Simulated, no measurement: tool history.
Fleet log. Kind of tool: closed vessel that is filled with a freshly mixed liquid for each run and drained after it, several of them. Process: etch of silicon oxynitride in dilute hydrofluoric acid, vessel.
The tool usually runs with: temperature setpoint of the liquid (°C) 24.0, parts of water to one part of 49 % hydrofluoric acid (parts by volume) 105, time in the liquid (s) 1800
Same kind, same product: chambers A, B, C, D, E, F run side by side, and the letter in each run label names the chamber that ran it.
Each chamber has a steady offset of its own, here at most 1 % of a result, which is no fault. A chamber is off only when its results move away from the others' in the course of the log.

run   hour  temperature setpoint of the liquid (°C)  parts of water to one part of 49 % hydrofluoric acid (parts by volume)  time in the liquid (s)  read-back film thickness of the silicon oxynitride reference wafer, read on the same gauge (nm)  thickness taken off the silicon oxynitride on a monitor wafer (nm)
 1A    9.3                                     24.0                                                                     105                    1800                                                                                           109.98                                                              40.420
 2D   15.9                                     24.0                                                                     105                    1800                                                                                           109.98                                                              39.967
 3F   25.6                                     24.0                                                                     105                    1800                                                                                           110.00                                                              40.660
 4C   35.8                                     24.0                                                                     105                    1800                                                                                           110.02                                                              39.837
 5E   42.7                                     24.0                                                                     105                    1800                                                                                           110.04                                                              39.938
 6B   49.0                                     26.5                                                                     105                    1450                                                                                           110.00                                                              36.074
 7B   55.9                                     26.5                                                                     105                    1450                                                                                           109.99                                                              36.645
 8F   65.2                                     26.5                                                                     105                    1450                                                                                           109.96                                                              36.297
 9E   74.1                                     26.5                                                                     105                    1450                                                                                           109.96                                                              36.147
10D   85.4                                     26.5                                                                     105                    1450                                                                                           110.02                                                              36.333
      88.2  -- chamber C: hydrofluoric acid flow meter replaced
11C   95.6                                     26.5                                                                     105                    1450                                                                                           109.99                                                              36.392
12A  103.4                                     24.0                                                                     105                    1800                                                                                           109.97                                                              40.123
13A  112.6                                     24.0                                                                     105                    1800                                                                                           110.00                                                              40.205
14F  122.5                                     24.0                                                                     105                    1800                                                                                           110.00                                                              40.477
15B  129.2                                     24.0                                                                     105                    1800                                                                                           109.99                                                              40.419
16C  140.4                                     24.0                                                                     105                    1800                                                                                           109.99                                                              39.732
17E  147.5                                     24.0                                                                     105                    1800                                                                                           109.99                                                              40.166
18D  154.9                                     24.0                                                                     105                    1800                                                                                           109.98                                                              40.137
19A  161.7                                     24.0                                                                     105                    1800                                                                                           110.04                                                              40.375
20D  168.5                                     24.0                                                                     105                    1800                                                                                           110.02                                                              40.269
21F  178.3                                     24.0                                                                     105                    1800                                                                                           109.99                                                              39.926
22E  184.3                                     22.0                                                                     105                    1800                                                                                           109.99                                                              36.661
23C  195.7                                     22.0                                                                     105                    1800                                                                                           109.97                                                              36.513
24B  203.3                                     22.0                                                                     105                    1800                                                                                           110.03                                                              36.423
25D  213.0                                     22.0                                                                     105                    1800                                                                                           109.96                                                              36.537
26C  220.0                                     22.0                                                                     105                    1800                                                                                           109.98                                                              36.530
27A  231.9                                     22.0                                                                     105                    1800                                                                                           109.96                                                              36.696
28E  242.7                                     24.0                                                                     105                    1800                                                                                           110.02                                                              41.014
29F  251.9                                     24.0                                                                     105                    1800                                                                                           110.01                                                              40.465
30B  263.9                                     24.0                                                                     105                    1800                                                                                           109.97                                                              39.720
31A  271.8                                     24.0                                                                     105                    1800                                                                                           110.06                                                              40.495
32E  278.5                                     24.0                                                                     105                    1800                                                                                           109.99                                                              42.005
33C  284.0                                     24.0                                                                     105                    1800                                                                                           110.02                                                              39.848
34B  290.7                                     24.0                                                                     105                    1800                                                                                           110.04                                                              40.151
35F  299.1                                     24.0                                                                     105                    1800                                                                                           110.00                                                              40.254
36D  304.7                                     24.0                                                                     105                    1800                                                                                           110.03                                                              40.446
37F  313.6                                     24.0                                                                     105                    1800                                                                                           109.98                                                              40.079
38D  325.0                                     24.0                                                                     145                    1800                                                                                           110.02                                                              28.381
39E  331.1                                     24.0                                                                     145                    1800                                                                                           109.99                                                              29.275

Decide between three cases: one chamber stands off from its peers, the gauge reading all wafers drifts, or nothing is wrong past each chamber's small offset. Where a chamber is off, say which and what most likely put it there.

Little by little, chamber E moves away from the other chambers.
What lies behind it: liquid hotter than its thermometer reads (K) = 1.33.
It could be hard to tell apart here from: hydrofluoric acid flow above the setpoint (%).

Which of the 4 candidates below, each the usual settings with something changed and its results left as question marks, puts chamber E back in line with what the other chambers give on the usual settings?
A result is in line if it is within this distance of the other chambers' mean on the usual settings: thickness taken off the silicon oxynitride on a monitor wafer (nm) 0.960
40E-1  339.8                                     24.0                                                                     105                    1770                                                                                                                                                                    ?
40E-2  339.8                                     24.0                                                                     105                    1815                                                                                                                                                                    ?
40E-3  339.8                                     24.0                                                                     105                    1690                                                                                                                                                                    ?
40E-4  339.8                                     24.0                                                                     105                    1895                                                                                                                                                                    ?

On the usual settings, the other chambers give on average: thickness taken off the silicon oxynitride on a monitor wafer (nm) 40.099
  run  thickness taken off the silicon oxynitride on a monitor wafer (nm)
40E-1                                                              41.860
40E-2                                                              42.925
40E-3                                                              39.968
40E-4                                                              44.817
With 40E-3, the chamber falls back in line with the rest.
